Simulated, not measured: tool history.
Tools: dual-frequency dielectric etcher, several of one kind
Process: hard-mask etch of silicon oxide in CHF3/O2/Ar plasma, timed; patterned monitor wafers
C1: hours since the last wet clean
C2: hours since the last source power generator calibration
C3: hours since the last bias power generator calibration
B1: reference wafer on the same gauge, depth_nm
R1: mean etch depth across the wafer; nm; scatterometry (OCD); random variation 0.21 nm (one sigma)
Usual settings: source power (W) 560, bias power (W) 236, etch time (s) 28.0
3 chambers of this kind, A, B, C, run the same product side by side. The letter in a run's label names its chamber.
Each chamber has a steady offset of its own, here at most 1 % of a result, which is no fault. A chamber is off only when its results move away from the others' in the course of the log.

{"run": "1A", "hour": 4.3, "source power (W)": 560, "bias power (W)": 236, "etch time (s)": 28.0, "C1": 268.3, "C2": 3477.4, "C3": 3865.2, "B1": 58.829, "R1": 59.353}
{"run": "2B", "hour": 12.1, "source power (W)": 560, "bias power (W)": 236, "etch time (s)": 28.0, "C1": 393.9, "C2": 837.0, "C3": 787.5, "B1": 58.777, "R1": 59.649}
{"run": "3C", "hour": 20.4, "source power (W)": 560, "bias power (W)": 236, "etch time (s)": 28.0, "C1": 338.5, "C2": 2815.5, "C3": 1557.9, "B1": 58.817, "R1": 59.336}
{"run": "4B", "hour": 27.3, "source power (W)": 560, "bias power (W)": 236, "etch time (s)": 28.0, "C1": 409.1, "C2": 852.2, "C3": 802.7, "B1": 58.765, "R1": 59.339}
{"run": "5A", "hour": 33.4, "source power (W)": 560, "bias power (W)": 236, "etch time (s)": 28.0, "C1": 297.4, "C2": 3506.5, "C3": 3894.3, "B1": 58.859, "R1": 59.318}
{"run": "6C", "hour": 40.0, "source power (W)": 560, "bias power (W)": 236, "etch time (s)": 28.0, "C1": 358.1, "C2": 2835.1, "C3": 1577.5, "B1": 58.744, "R1": 59.174}
{"run": "7B", "hour": 44.5, "source power (W)": 560, "bias power (W)": 236, "etch time (s)": 28.0, "C1": 426.3, "C2": 869.4, "C3": 819.9, "B1": 58.803, "R1": 59.749}
{"run": "8A", "hour": 49.0, "source power (W)": 560, "bias power (W)": 236, "etch time (s)": 28.0, "C1": 313.0, "C2": 3522.1, "C3": 3909.9, "B1": 58.779, "R1": 59.332}
{"run": "9C", "hour": 56.9, "source power (W)": 470, "bias power (W)": 236, "etch time (s)": 23.5, "C1": 375.0, "C2": 2852.0, "C3": 1594.4, "B1": 58.795, "R1": 46.354}
{"run": "10C", "hour": 61.0, "source power (W)": 470, "bias power (W)": 236, "etch time (s)": 23.5, "C1": 379.1, "C2": 2856.1, "C3": 1598.5, "B1": 58.845, "R1": 46.049}
{"run": "11B", "hour": 65.9, "source power (W)": 470, "bias power (W)": 236, "etch time (s)": 23.5, "C1": 447.7, "C2": 890.8, "C3": 841.3, "B1": 58.815, "R1": 46.835}
{"hour": 70.4, "done": "chamber C: wet clean of the chamber"}
{"run": "12A", "hour": 71.9, "source power (W)": 560, "bias power (W)": 236, "etch time (s)": 28.0, "C1": 335.9, "C2": 3545.0, "C3": 3932.8, "B1": 58.759, "R1": 59.445}
{"run": "13C", "hour": 77.4, "source power (W)": 560, "bias power (W)": 236, "etch time (s)": 28.0, "C1": 7.1, "C2": 2872.5, "C3": 1614.9, "B1": 58.75, "R1": 59.294}
{"run": "14B", "hour": 81.7, "source power (W)": 560, "bias power (W)": 236, "etch time (s)": 28.0, "C1": 463.5, "C2": 906.6, "C3": 857.1, "B1": 58.771, "R1": 59.436}
{"run": "15A", "hour": 85.3, "source power (W)": 560, "bias power (W)": 236, "etch time (s)": 28.0, "C1": 349.3, "C2": 3558.4, "C3": 3946.2, "B1": 58.809, "R1": 59.142}
{"run": "16C", "hour": 93.1, "source power (W)": 560, "bias power (W)": 236, "etch time (s)": 28.0, "C1": 22.8, "C2": 2888.2, "C3": 1630.6, "B1": 58.803, "R1": 58.792}
{"run": "17A", "hour": 96.8, "source power (W)": 560, "bias power (W)": 236, "etch time (s)": 28.0, "C1": 360.8, "C2": 3569.9, "C3": 3957.7, "B1": 58.76, "R1": 58.88}
{"run": "18B", "hour": 101.2, "source power (W)": 560, "bias power (W)": 236, "etch time (s)": 28.0, "C1": 483.0, "C2": 926.1, "C3": 876.6, "B1": 58.829, "R1": 59.72}
{"hour": 108.1, "done": "chamber B: wet clean of the chamber"}
{"run": "19C", "hour": 109.0, "source power (W)": 560, "bias power (W)": 236, "etch time (s)": 28.0, "C1": 38.7, "C2": 2904.1, "C3": 1646.5, "B1": 58.861, "R1": 58.703}
{"run": "20B", "hour": 117.2, "source power (W)": 560, "bias power (W)": 236, "etch time (s)": 28.0, "C1": 9.1, "C2": 942.1, "C3": 892.6, "B1": 58.818, "R1": 61.954}
{"run": "21A", "hour": 121.5, "source power (W)": 560, "bias power (W)": 236, "etch time (s)": 28.0, "C1": 385.5, "C2": 3594.6, "C3": 3982.4, "B1": 58.785, "R1": 59.281}
{"run": "22A", "hour": 129.2, "source power (W)": 560, "bias power (W)": 236, "etch time (s)": 28.0, "C1": 393.2, "C2": 3602.3, "C3": 3990.1, "B1": 58.809, "R1": 59.093}
{"run": "23B", "hour": 137.3, "source power (W)": 560, "bias power (W)": 236, "etch time (s)": 28.0, "C1": 29.2, "C2": 962.2, "C3": 912.7, "B1": 58.783, "R1": 61.785}
{"run": "24C", "hour": 141.0, "source power (W)": 560, "bias power (W)": 236, "etch time (s)": 28.0, "C1": 70.7, "C2": 2936.1, "C3": 1678.5, "B1": 58.847, "R1": 59.115}
{"run": "25C", "hour": 148.5, "source power (W)": 560, "bias power (W)": 236, "etch time (s)": 35.5, "C1": 78.2, "C2": 2943.6, "C3": 1686.0, "B1": 58.857, "R1": 75.294}
{"run": "26B", "hour": 154.7, "source power (W)": 560, "bias power (W)": 236, "etch time (s)": 35.5, "C1": 46.6, "C2": 979.6, "C3": 930.1, "B1": 58.772, "R1": 78.077}
{"run": "27A", "hour": 162.8, "source power (W)": 560, "bias power (W)": 236, "etch time (s)": 35.5, "C1": 426.8, "C2": 3635.9, "C3": 4023.7, "B1": 58.724, "R1": 75.118}
{"run": "28A", "hour": 168.2, "source power (W)": 560, "bias power (W)": 236, "etch time (s)": 28.0, "C1": 432.2, "C2": 3641.3, "C3": 4029.1, "B1": 58.816, "R1": 59.29}
{"run": "29B", "hour": 174.6, "source power (W)": 560, "bias power (W)": 236, "etch time (s)": 28.0, "C1": 66.5, "C2": 999.5, "C3": 950.0, "B1": 58.807, "R1": 61.808}
{"run": "30C", "hour": 181.7, "source power (W)": 560, "bias power (W)": 236, "etch time (s)": 28.0, "C1": 111.4, "C2": 2976.8, "C3": 1719.2, "B1": 58.824, "R1": 59.425}
{"run": "31A", "hour": 185.7, "source power (W)": 560, "bias power (W)": 236, "etch time (s)": 28.0, "C1": 449.7, "C2": 3658.8, "C3": 4046.6, "B1": 58.781, "R1": 59.295}
{"run": "32B", "hour": 191.2, "source power (W)": 560, "bias power (W)": 236, "etch time (s)": 28.0, "C1": 83.1, "C2": 1016.1, "C3": 966.6, "B1": 58.877, "R1": 61.842}
{"run": "33C", "hour": 199.1, "source power (W)": 560, "bias power (W)": 236, "etch time (s)": 28.0, "C1": 128.8, "C2": 2994.2, "C3": 1736.6, "B1": 58.828, "R1": 59.423}
{"run": "34C", "hour": 207.3, "source power (W)": 560, "bias power (W)": 236, "etch time (s)": 28.0, "C1": 137.0, "C2": 3002.4, "C3": 1744.8, "B1": 58.808, "R1": 59.454}
{"run": "35B", "hour": 211.1, "source power (W)": 560, "bias power (W)": 236, "etch time (s)": 28.0, "C1": 103.0, "C2": 1036.0, "C3": 986.5, "B1": 58.761, "R1": 61.803}
{"run": "36A", "hour": 215.6, "source power (W)": 690, "bias power (W)": 290, "etch time (s)": 28.0, "C1": 479.6, "C2": 3688.7, "C3": 4076.5, "B1": 58.792, "R1": 68.891}
{"run": "37A", "hour": 222.1, "source power (W)": 690, "bias power (W)": 290, "etch time (s)": 28.0, "C1": 486.1, "C2": 3695.2, "C3": 4083.0, "B1": 58.774, "R1": 68.689}
{"run": "38B", "hour": 229.4, "source power (W)": 690, "bias power (W)": 290, "etch time (s)": 28.0, "C1": 121.3, "C2": 1054.3, "C3": 1004.8, "B1": 58.833, "R1": 71.49}
{"run": "39C", "hour": 235.7, "source power (W)": 560, "bias power (W)": 236, "etch time (s)": 28.0, "C1": 165.4, "C2": 3030.8, "C3": 1773.2, "B1": 58.793, "R1": 59.219}
{"run": "40A", "hour": 242.3, "source power (W)": 560, "bias power (W)": 236, "etch time (s)": 28.0, "C1": 506.3, "C2": 3715.4, "C3": 4103.2, "B1": 58.777, "R1": 59.34}
{"run": "41C", "hour": 249.8, "source power (W)": 560, "bias power (W)": 236, "etch time (s)": 28.0, "C1": 179.5, "C2": 3044.9, "C3": 1787.3, "B1": 58.779, "R1": 58.972}
{"run": "42B", "hour": 254.3, "source power (W)": 560, "bias power (W)": 236, "etch time (s)": 28.0, "C1": 146.2, "C2": 1079.2, "C3": 1029.7, "B1": 58.764, "R1": 62.008}
{"run": "43B", "hour": 259.8, "source power (W)": 560, "bias power (W)": 236, "etch time (s)": 28.0, "C1": 151.7, "C2": 1084.7, "C3": 1035.2, "B1": 58.841, "R1": 61.757}
{"run": "44A", "hour": 265.0, "source power (W)": 560, "bias power (W)": 236, "etch time (s)": 28.0, "C1": 529.0, "C2": 3738.1, "C3": 4125.9, "B1": 58.827, "R1": 59.198}

All 3 chambers run these settings next. Forecast each chamber's results:
{"run": "45A", "hour": 271.0, "source power (W)": 560, "bias power (W)": 236, "etch time (s)": 28.0, "R1": "?"}
{"run": "45B", "hour": 271.0, "source power (W)": 560, "bias power (W)": 236, "etch time (s)": 28.0, "R1": "?"}
{"run": "45C", "hour": 271.0, "source power (W)": 560, "bias power (W)": 236, "etch time (s)": 28.0, "R1": "?"}

run=45A R1=59.249
run=45B R1=61.796
run=45C R1=59.002
